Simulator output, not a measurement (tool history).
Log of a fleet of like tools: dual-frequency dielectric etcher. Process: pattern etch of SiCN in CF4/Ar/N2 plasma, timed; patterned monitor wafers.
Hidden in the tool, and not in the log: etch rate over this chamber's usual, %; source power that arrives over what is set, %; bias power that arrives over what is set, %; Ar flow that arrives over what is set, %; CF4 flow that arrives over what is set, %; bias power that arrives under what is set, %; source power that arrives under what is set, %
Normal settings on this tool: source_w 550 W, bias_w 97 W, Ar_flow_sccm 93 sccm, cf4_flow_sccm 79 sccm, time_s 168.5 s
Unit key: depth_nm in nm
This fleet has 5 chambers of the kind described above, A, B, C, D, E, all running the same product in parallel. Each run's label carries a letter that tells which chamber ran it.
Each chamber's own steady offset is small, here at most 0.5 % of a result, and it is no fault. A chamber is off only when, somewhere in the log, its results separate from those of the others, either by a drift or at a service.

| run | hour | source_w | bias_w | Ar_flow_sccm | cf4_flow_sccm | time_s | hours since the last wet clean | hours since the last source power generator calibration | hours since the last bias power generator calibration | hours since the last Ar flow controller change | hours since the last CF4 flow controller change | read-back reference wafer on the same gauge, depth_nm | depth_nm |
|---|---|---|---|---|---|---|---|---|---|---|---|---|---|
| 1D | 6.8 | 550 | 97 | 93 | 79 | 168.5 | 205.3 | 444.9 | 3480.6 | 2682.3 | 2380.4 | 223.16 | 198.35 |
| 2B | 12.8 | 550 | 97 | 93 | 79 | 168.5 | 36.3 | 2482.7 | 1355.9 | 3827.7 | 5510.4 | 223.06 | 198.18 |
| 3A | 17.8 | 550 | 97 | 93 | 79 | 168.5 | 475.1 | 1405.3 | 1670.5 | 2954.1 | 913.1 | 223.04 | 196.78 |
| 4E | 24.9 | 550 | 97 | 93 | 79 | 168.5 | 162.6 | 3456.2 | 1592 | 1175.7 | 1891.5 | 223.03 | 197.37 |
| 5C | 33.4 | 550 | 97 | 93 | 79 | 168.5 | 221.9 | 62.6 | 664.6 | 823.3 | 2921.5 | 223.26 | 198.6 |
| 6E | 43 | 550 | 97 | 93 | 79 | 168.5 | 180.7 | 3474.3 | 1610.1 | 1193.8 | 1909.6 | 222.89 | 198.14 |
| 7D | 52.8 | 550 | 97 | 93 | 79 | 168.5 | 251.3 | 490.9 | 3526.6 | 2728.3 | 2426.4 | 223.21 | 197.12 |
| 8B | 57.2 | 550 | 97 | 93 | 79 | 168.5 | 80.7 | 2527.1 | 1400.3 | 3872.1 | 5554.8 | 222.95 | 198.16 |
|  | 60.7 | chamber A: Ar flow controller replaced |
| 9A | 61.6 | 550 | 97 | 93 | 79 | 168.5 | 518.9 | 1449.1 | 1714.3 | 0.9 | 956.9 | 223.14 | 197.86 |
| 10C | 70 | 550 | 97 | 93 | 79 | 168.5 | 258.5 | 99.2 | 701.2 | 859.9 | 2958.1 | 223.13 | 197.26 |
|  | 73.6 | chamber E: source power generator calibrated |
| 11A | 78 | 550 | 97 | 79 | 73 | 168.5 | 535.3 | 1465.5 | 1730.7 | 17.3 | 973.3 | 222.92 | 199.82 |
| 12D | 85.9 | 550 | 97 | 79 | 73 | 168.5 | 284.4 | 524 | 3559.7 | 2761.4 | 2459.5 | 223.1 | 199.3 |
| 13E | 90.9 | 550 | 97 | 79 | 73 | 168.5 | 228.6 | 17.3 | 1658 | 1241.7 | 1957.5 | 222.95 | 193.48 |
| 14B | 98.4 | 550 | 97 | 79 | 73 | 168.5 | 121.9 | 2568.3 | 1441.5 | 3913.3 | 5596 | 223.26 | 198.6 |
| 15C | 106.8 | 550 | 97 | 79 | 73 | 168.5 | 295.3 | 136 | 738 | 896.7 | 2994.9 | 223.21 | 200.52 |
|  | 112.2 | chamber A: wet clean of the chamber |
| 16B | 115.6 | 550 | 97 | 93 | 79 | 168.5 | 139.1 | 2585.5 | 1458.7 | 3930.5 | 5613.2 | 222.7 | 195.71 |
| 17E | 122.9 | 550 | 97 | 93 | 79 | 168.5 | 260.6 | 49.3 | 1690 | 1273.7 | 1989.5 | 222.9 | 190.15 |
| 18A | 131.7 | 550 | 97 | 93 | 79 | 168.5 | 19.6 | 1519.2 | 1784.4 | 71 | 1027 | 222.91 | 197.57 |
| 19D | 137.7 | 550 | 97 | 93 | 79 | 168.5 | 336.2 | 575.8 | 3611.5 | 2813.2 | 2511.3 | 222.95 | 196.2 |
| 20C | 146.3 | 550 | 97 | 114 | 79 | 168.5 | 334.8 | 175.5 | 777.5 | 936.2 | 3034.4 | 223.09 | 193.57 |
| 21A | 152.1 | 550 | 97 | 114 | 79 | 168.5 | 40 | 1539.6 | 1804.8 | 91.4 | 1047.4 | 223.4 | 192.7 |
| 22C | 160.6 | 550 | 97 | 114 | 79 | 168.5 | 349.1 | 189.8 | 791.8 | 950.5 | 3048.7 | 222.97 | 192.17 |
| 23E | 166.7 | 550 | 97 | 114 | 79 | 168.5 | 304.4 | 93.1 | 1733.8 | 1317.5 | 2033.3 | 223.11 | 183.26 |
| 24D | 175 | 550 | 97 | 114 | 79 | 168.5 | 373.5 | 613.1 | 3648.8 | 2850.5 | 2548.6 | 223.03 | 193.95 |
| 25B | 180.4 | 550 | 97 | 93 | 79 | 168.5 | 203.9 | 2650.3 | 1523.5 | 3995.3 | 5678 | 222.91 | 198.12 |
| 26A | 187.1 | 550 | 97 | 93 | 79 | 168.5 | 75 | 1574.6 | 1839.8 | 126.4 | 1082.4 | 223.08 | 197.18 |
| 27C | 192.2 | 550 | 97 | 93 | 79 | 168.5 | 380.7 | 221.4 | 823.4 | 982.1 | 3080.3 | 223.02 | 197.04 |
| 28D | 201 | 550 | 106 | 100 | 79 | 168.5 | 399.5 | 639.1 | 3674.8 | 2876.5 | 2574.6 | 223.21 | 203.7 |
| 29E | 206.1 | 550 | 106 | 100 | 79 | 168.5 | 343.8 | 132.5 | 1773.2 | 1356.9 | 2072.7 | 223.32 | 193.17 |
| 30B | 211.9 | 550 | 106 | 100 | 79 | 168.5 | 235.4 | 2681.8 | 1555 | 4026.8 | 5709.5 | 223.3 | 202.14 |
| 31E | 216.7 | 550 | 106 | 100 | 79 | 168.5 | 354.4 | 143.1 | 1783.8 | 1367.5 | 2083.3 | 223.1 | 194.52 |

Decide between three cases: one chamber stands off from its peers, the gauge reading all wafers drifts, or nothing is wrong past each chamber's small offset. Where a chamber is off, say which and what most likely put it there.

The work done on chamber E during a service left it standing apart from the others.
What lies behind it: source power that arrives under what is set, % = 4.92.

Here are 4 candidates for chamber E's next run, each the usual settings with a change, their results left as question marks. Which one brings its results back in line with what the others give on the usual settings?
Maximum distance from the other chambers' mean on the usual settings for a result to count as in line: depth_nm 3.5 nm
| 32E-1 | 223.8 | 550 | 99 | 92 | 80 | 180.5 |  |  |  |  |  |  | ? |
| 32E-2 | 223.8 | 530 | 95 | 93 | 79 | 168.5 |  |  |  |  |  |  | ? |
| 32E-3 | 223.8 | 550 | 82 | 98 | 74 | 168.5 |  |  |  |  |  |  | ? |
| 32E-4 | 223.8 | 550 | 97 | 93 | 79 | 175.5 |  |  |  |  |  |  | ? |

Usual-settings mean across the other chambers: depth_nm 197.42 nm
| run | depth_nm |
|---|---|
| 32E-1 | 204.75 |
| 32E-2 | 181.77 |
| 32E-3 | 175.37 |
| 32E-4 | 197.03 |
It is 32E-4 that realigns the chamber with its peers.

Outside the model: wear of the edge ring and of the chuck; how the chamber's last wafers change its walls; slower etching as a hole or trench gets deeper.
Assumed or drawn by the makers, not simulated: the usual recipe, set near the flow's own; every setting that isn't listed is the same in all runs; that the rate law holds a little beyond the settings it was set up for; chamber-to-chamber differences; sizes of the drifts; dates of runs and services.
